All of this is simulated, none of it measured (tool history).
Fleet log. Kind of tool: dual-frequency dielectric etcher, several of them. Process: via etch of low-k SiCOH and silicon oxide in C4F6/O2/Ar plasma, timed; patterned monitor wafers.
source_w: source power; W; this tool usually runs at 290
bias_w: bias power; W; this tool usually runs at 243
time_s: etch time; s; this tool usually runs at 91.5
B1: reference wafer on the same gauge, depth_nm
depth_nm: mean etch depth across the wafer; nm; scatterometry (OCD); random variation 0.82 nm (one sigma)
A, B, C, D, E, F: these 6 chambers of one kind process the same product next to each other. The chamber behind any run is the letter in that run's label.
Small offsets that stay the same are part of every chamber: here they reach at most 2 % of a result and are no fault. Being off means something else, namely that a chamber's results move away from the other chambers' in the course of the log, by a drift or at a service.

{"run": "1B", "day": 0.288, "source_w": 290, "bias_w": 243, "time_s": 91.5, "B1": 222.06, "depth_nm": 254.99}
{"run": "2A", "day": 0.533, "source_w": 290, "bias_w": 243, "time_s": 91.5, "B1": 222.04, "depth_nm": 249.03}
{"run": "3E", "day": 0.946, "source_w": 290, "bias_w": 243, "time_s": 91.5, "B1": 222.06, "depth_nm": 249.16}
{"run": "4C", "day": 1.346, "source_w": 290, "bias_w": 243, "time_s": 91.5, "B1": 222.09, "depth_nm": 251.01}
{"run": "5F", "day": 1.746, "source_w": 290, "bias_w": 243, "time_s": 91.5, "B1": 221.94, "depth_nm": 250.64}
{"run": "6D", "day": 2.121, "source_w": 290, "bias_w": 243, "time_s": 91.5, "B1": 221.88, "depth_nm": 252.37}
{"run": "7C", "day": 2.471, "source_w": 290, "bias_w": 243, "time_s": 91.5, "B1": 222.11, "depth_nm": 252.34}
{"run": "8B", "day": 2.867, "source_w": 290, "bias_w": 243, "time_s": 91.5, "B1": 222.08, "depth_nm": 255.12}
{"run": "9D", "day": 3.088, "source_w": 270, "bias_w": 271, "time_s": 91.5, "B1": 222, "depth_nm": 255.03}
{"run": "10E", "day": 3.417, "source_w": 270, "bias_w": 271, "time_s": 91.5, "B1": 222.12, "depth_nm": 253.47}
{"run": "11F", "day": 3.679, "source_w": 270, "bias_w": 271, "time_s": 91.5, "B1": 222.08, "depth_nm": 252.65}
{"run": "12A", "day": 3.892, "source_w": 270, "bias_w": 271, "time_s": 91.5, "B1": 221.87, "depth_nm": 250.03}
{"day": 4.246, "done": "chamber D: wet clean of the chamber"}
{"run": "13D", "day": 4.312, "source_w": 270, "bias_w": 271, "time_s": 91.5, "B1": 221.86, "depth_nm": 254.69}
{"run": "14B", "day": 4.671, "source_w": 270, "bias_w": 271, "time_s": 91.5, "B1": 221.97, "depth_nm": 256.28}
{"run": "15C", "day": 4.892, "source_w": 290, "bias_w": 243, "time_s": 91.5, "B1": 222.15, "depth_nm": 251.02}
{"run": "16F", "day": 5.146, "source_w": 250, "bias_w": 213, "time_s": 91.5, "B1": 221.82, "depth_nm": 224.49}
{"run": "17E", "day": 5.358, "source_w": 250, "bias_w": 213, "time_s": 91.5, "B1": 222.06, "depth_nm": 225.91}
{"run": "18A", "day": 5.733, "source_w": 250, "bias_w": 213, "time_s": 91.5, "B1": 222.03, "depth_nm": 224.28}
{"run": "19D", "day": 6.146, "source_w": 250, "bias_w": 213, "time_s": 91.5, "B1": 221.83, "depth_nm": 224.89}
{"run": "20A", "day": 6.538, "source_w": 250, "bias_w": 213, "time_s": 91.5, "B1": 221.97, "depth_nm": 223.86}
{"run": "21E", "day": 6.825, "source_w": 250, "bias_w": 213, "time_s": 91.5, "B1": 222.01, "depth_nm": 226.68}
{"run": "22C", "day": 7.154, "source_w": 290, "bias_w": 243, "time_s": 91.5, "B1": 221.89, "depth_nm": 251.04}
{"run": "23B", "day": 7.579, "source_w": 290, "bias_w": 243, "time_s": 91.5, "B1": 222.07, "depth_nm": 253.36}
{"run": "24F", "day": 7.817, "source_w": 290, "bias_w": 243, "time_s": 91.5, "B1": 221.96, "depth_nm": 250.67}
{"day": 8.083, "done": "chamber F: wet clean of the chamber"}
{"run": "25B", "day": 8.225, "source_w": 290, "bias_w": 243, "time_s": 91.5, "B1": 222.14, "depth_nm": 254.98}
{"day": 8.392, "done": "chamber A: wet clean of the chamber"}
{"run": "26D", "day": 8.425, "source_w": 290, "bias_w": 243, "time_s": 91.5, "B1": 221.85, "depth_nm": 250.05}
{"run": "27C", "day": 8.842, "source_w": 290, "bias_w": 243, "time_s": 91.5, "B1": 222, "depth_nm": 251.51}
{"run": "28E", "day": 9.229, "source_w": 290, "bias_w": 243, "time_s": 91.5, "B1": 221.96, "depth_nm": 251.12}
{"run": "29F", "day": 9.538, "source_w": 290, "bias_w": 243, "time_s": 91.5, "B1": 221.97, "depth_nm": 248.84}
{"run": "30A", "day": 9.75, "source_w": 290, "bias_w": 243, "time_s": 91.5, "B1": 222.04, "depth_nm": 248.9}
{"run": "31F", "day": 10.067, "source_w": 290, "bias_w": 243, "time_s": 91.5, "B1": 221.97, "depth_nm": 250.03}
{"run": "32A", "day": 10.392, "source_w": 290, "bias_w": 243, "time_s": 91.5, "B1": 221.99, "depth_nm": 247.6}
{"run": "33C", "day": 10.621, "source_w": 290, "bias_w": 243, "time_s": 91.5, "B1": 221.99, "depth_nm": 252.35}
{"run": "34B", "day": 10.867, "source_w": 290, "bias_w": 243, "time_s": 91.5, "B1": 222.18, "depth_nm": 254.44}
{"run": "35D", "day": 11.2, "source_w": 290, "bias_w": 243, "time_s": 91.5, "B1": 222.09, "depth_nm": 250.82}
{"run": "36E", "day": 11.425, "source_w": 260, "bias_w": 301, "time_s": 91.5, "B1": 222.13, "depth_nm": 260.52}
{"run": "37F", "day": 11.775, "source_w": 260, "bias_w": 301, "time_s": 91.5, "B1": 222.03, "depth_nm": 257.29}
{"run": "38C", "day": 12.171, "source_w": 260, "bias_w": 301, "time_s": 91.5, "B1": 222.06, "depth_nm": 258.86}
{"run": "39A", "day": 12.475, "source_w": 260, "bias_w": 301, "time_s": 91.5, "B1": 222.07, "depth_nm": 256.65}
{"run": "40E", "day": 12.696, "source_w": 260, "bias_w": 301, "time_s": 91.5, "B1": 222.11, "depth_nm": 257.8}
{"run": "41B", "day": 13.054, "source_w": 260, "bias_w": 301, "time_s": 91.5, "B1": 221.97, "depth_nm": 262.96}

One chamber off, gauge drift, or nothing amiss beyond the chambers' own small offsets? If it is a chamber, which one, and what is the likeliest cause?

No chamber stands off beyond its own small offset, and the gauge holds steady.
